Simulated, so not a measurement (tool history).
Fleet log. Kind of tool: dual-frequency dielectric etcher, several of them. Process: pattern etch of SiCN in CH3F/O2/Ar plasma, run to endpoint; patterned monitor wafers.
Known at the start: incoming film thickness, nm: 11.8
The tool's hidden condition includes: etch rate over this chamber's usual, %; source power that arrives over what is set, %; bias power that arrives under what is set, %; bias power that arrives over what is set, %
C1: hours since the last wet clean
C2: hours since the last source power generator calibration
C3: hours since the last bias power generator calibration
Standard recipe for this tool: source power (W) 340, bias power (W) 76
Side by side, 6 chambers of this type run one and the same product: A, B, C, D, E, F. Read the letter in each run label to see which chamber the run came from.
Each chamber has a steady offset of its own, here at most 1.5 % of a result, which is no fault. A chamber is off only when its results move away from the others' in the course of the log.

{"run": "1E", "day": 0.458, "source power (W)": 340, "bias power (W)": 76, "C1": 368.8, "C2": 1045.4, "C3": 3616.3, "endpoint time (s)": 32.657}
{"day": 0.562, "done": "chamber B: bias power generator calibrated"}
{"run": "2B", "day": 0.933, "source power (W)": 340, "bias power (W)": 76, "C1": 203.1, "C2": 609.5, "C3": 8.9, "endpoint time (s)": 32.589}
{"run": "3F", "day": 1.308, "source power (W)": 340, "bias power (W)": 76, "C1": 69.0, "C2": 122.3, "C3": 1701.7, "endpoint time (s)": 33.039}
{"run": "4C", "day": 1.642, "source power (W)": 340, "bias power (W)": 76, "C1": 262.1, "C2": 3149.7, "C3": 1290.0, "endpoint time (s)": 32.414}
{"run": "5A", "day": 2.204, "source power (W)": 340, "bias power (W)": 76, "C1": 307.5, "C2": 1364.8, "C3": 1090.3, "endpoint time (s)": 32.605}
{"run": "6D", "day": 2.558, "source power (W)": 340, "bias power (W)": 76, "C1": 357.0, "C2": 737.4, "C3": 940.1, "endpoint time (s)": 32.369}
{"run": "7E", "day": 3.158, "source power (W)": 340, "bias power (W)": 76, "C1": 433.6, "C2": 1110.2, "C3": 3681.1, "endpoint time (s)": 33.067}
{"run": "8F", "day": 3.533, "source power (W)": 340, "bias power (W)": 76, "C1": 122.4, "C2": 175.7, "C3": 1755.1, "endpoint time (s)": 32.859}
{"run": "9D", "day": 4.096, "source power (W)": 340, "bias power (W)": 76, "C1": 393.9, "C2": 774.3, "C3": 977.0, "endpoint time (s)": 32.631}
{"run": "10B", "day": 4.517, "source power (W)": 340, "bias power (W)": 76, "C1": 289.1, "C2": 695.5, "C3": 94.9, "endpoint time (s)": 32.915}
{"day": 4.896, "done": "chamber E: wet clean of the chamber"}
{"run": "11C", "day": 4.917, "source power (W)": 340, "bias power (W)": 76, "C1": 340.7, "C2": 3228.3, "C3": 1368.6, "endpoint time (s)": 32.177}
{"run": "12A", "day": 5.188, "source power (W)": 270, "bias power (W)": 85, "C1": 379.1, "C2": 1436.4, "C3": 1161.9, "endpoint time (s)": 34.264}
{"run": "13E", "day": 5.517, "source power (W)": 270, "bias power (W)": 85, "C1": 14.9, "C2": 1166.8, "C3": 3737.7, "endpoint time (s)": 34.442}
{"run": "14C", "day": 5.821, "source power (W)": 270, "bias power (W)": 85, "C1": 362.4, "C2": 3250.0, "C3": 1390.3, "endpoint time (s)": 34.017}
{"run": "15F", "day": 6.304, "source power (W)": 270, "bias power (W)": 85, "C1": 188.9, "C2": 242.2, "C3": 1821.6, "endpoint time (s)": 34.002}
{"run": "16D", "day": 6.762, "source power (W)": 270, "bias power (W)": 85, "C1": 457.9, "C2": 838.3, "C3": 1041.0, "endpoint time (s)": 34.04}
{"run": "17A", "day": 7.358, "source power (W)": 270, "bias power (W)": 85, "C1": 431.2, "C2": 1488.5, "C3": 1214.0, "endpoint time (s)": 33.976}
{"run": "18B", "day": 7.783, "source power (W)": 340, "bias power (W)": 76, "C1": 367.5, "C2": 773.9, "C3": 173.3, "endpoint time (s)": 32.741}
{"run": "19D", "day": 8.162, "source power (W)": 340, "bias power (W)": 76, "C1": 491.5, "C2": 871.9, "C3": 1074.6, "endpoint time (s)": 32.533}
{"run": "20A", "day": 8.767, "source power (W)": 340, "bias power (W)": 76, "C1": 465.0, "C2": 1522.3, "C3": 1247.8, "endpoint time (s)": 33.157}
{"run": "21F", "day": 9.188, "source power (W)": 340, "bias power (W)": 76, "C1": 258.1, "C2": 311.4, "C3": 1890.8, "endpoint time (s)": 33.0}
{"day": 9.488, "done": "chamber D: wet clean of the chamber"}
{"run": "22C", "day": 9.612, "source power (W)": 340, "bias power (W)": 76, "C1": 453.4, "C2": 3341.0, "C3": 1481.3, "endpoint time (s)": 32.495}
{"day": 9.779, "done": "chamber C: wet clean of the chamber"}
{"run": "23B", "day": 10.054, "source power (W)": 340, "bias power (W)": 76, "C1": 422.0, "C2": 828.4, "C3": 227.8, "endpoint time (s)": 32.699}
{"run": "24E", "day": 10.408, "source power (W)": 340, "bias power (W)": 76, "C1": 132.3, "C2": 1284.2, "C3": 3855.1, "endpoint time (s)": 32.223}
{"run": "25B", "day": 10.829, "source power (W)": 340, "bias power (W)": 76, "C1": 440.6, "C2": 847.0, "C3": 246.4, "endpoint time (s)": 32.969}
{"run": "26D", "day": 11.112, "source power (W)": 340, "bias power (W)": 76, "C1": 39.0, "C2": 942.7, "C3": 1145.4, "endpoint time (s)": 32.196}
{"run": "27C", "day": 11.392, "source power (W)": 340, "bias power (W)": 76, "C1": 38.7, "C2": 3383.7, "C3": 1524.0, "endpoint time (s)": 30.847}
{"run": "28A", "day": 11.817, "source power (W)": 340, "bias power (W)": 76, "C1": 538.2, "C2": 1595.5, "C3": 1321.0, "endpoint time (s)": 32.799}
{"run": "29F", "day": 12.1, "source power (W)": 340, "bias power (W)": 84, "C1": 328.0, "C2": 381.3, "C3": 1960.7, "endpoint time (s)": 31.889}
{"run": "30E", "day": 12.621, "source power (W)": 340, "bias power (W)": 84, "C1": 185.4, "C2": 1337.3, "C3": 3908.2, "endpoint time (s)": 31.483}
{"run": "31C", "day": 13.054, "source power (W)": 340, "bias power (W)": 84, "C1": 78.6, "C2": 3423.6, "C3": 1563.9, "endpoint time (s)": 29.853}
{"run": "32E", "day": 13.471, "source power (W)": 340, "bias power (W)": 84, "C1": 205.8, "C2": 1357.7, "C3": 3928.6, "endpoint time (s)": 31.846}
{"run": "33A", "day": 13.75, "source power (W)": 340, "bias power (W)": 84, "C1": 584.6, "C2": 1641.9, "C3": 1367.4, "endpoint time (s)": 31.935}
{"run": "34F", "day": 14.079, "source power (W)": 340, "bias power (W)": 84, "C1": 375.5, "C2": 428.8, "C3": 2008.2, "endpoint time (s)": 31.774}
{"run": "35D", "day": 14.558, "source power (W)": 340, "bias power (W)": 76, "C1": 121.7, "C2": 1025.4, "C3": 1228.1, "endpoint time (s)": 32.326}
{"run": "36B", "day": 15.15, "source power (W)": 340, "bias power (W)": 76, "C1": 544.3, "C2": 950.7, "C3": 350.1, "endpoint time (s)": 32.702}
{"run": "37D", "day": 15.475, "source power (W)": 340, "bias power (W)": 76, "C1": 143.7, "C2": 1047.4, "C3": 1250.1, "endpoint time (s)": 32.609}
{"run": "38B", "day": 15.992, "source power (W)": 340, "bias power (W)": 76, "C1": 564.5, "C2": 970.9, "C3": 370.3, "endpoint time (s)": 32.605}
{"run": "39E", "day": 16.4, "source power (W)": 340, "bias power (W)": 76, "C1": 276.1, "C2": 1428.0, "C3": 3998.9, "endpoint time (s)": 32.56}

Is one chamber out of step, is the gauge drifting, or do the chambers differ by no more than their own small offsets? For an off chamber, give its letter and the likeliest cause.

A service on chamber C put it out of line with the rest.
Most likely cause: etch rate over this chamber's usual, % = 3.64.

Which of the 4 candidates below, each the usual settings with something changed and its results left as question marks, puts chamber C back in line with what the other chambers give on the usual settings?
In line means no further than this from the other chambers' mean on the usual settings: endpoint time (s) 0.770
{"run": "40C-1", "day": 16.846, "source power (W)": 300, "bias power (W)": 76, "endpoint time (s)": "?"}
{"run": "40C-2", "day": 16.846, "source power (W)": 300, "bias power (W)": 66, "endpoint time (s)": "?"}
{"run": "40C-3", "day": 16.846, "source power (W)": 340, "bias power (W)": 95, "endpoint time (s)": "?"}
{"run": "40C-4", "day": 16.846, "source power (W)": 340, "bias power (W)": 86, "endpoint time (s)": "?"}

Mean of the other chambers on the usual settings: endpoint time (s) 32.713
run=40C-1 endpoint_time_(s)=32.713
run=40C-2 endpoint_time_(s)=34.420
run=40C-3 endpoint_time_(s)=28.757
run=40C-4 endpoint_time_(s)=29.848
40C-1 brings the chamber back in line.
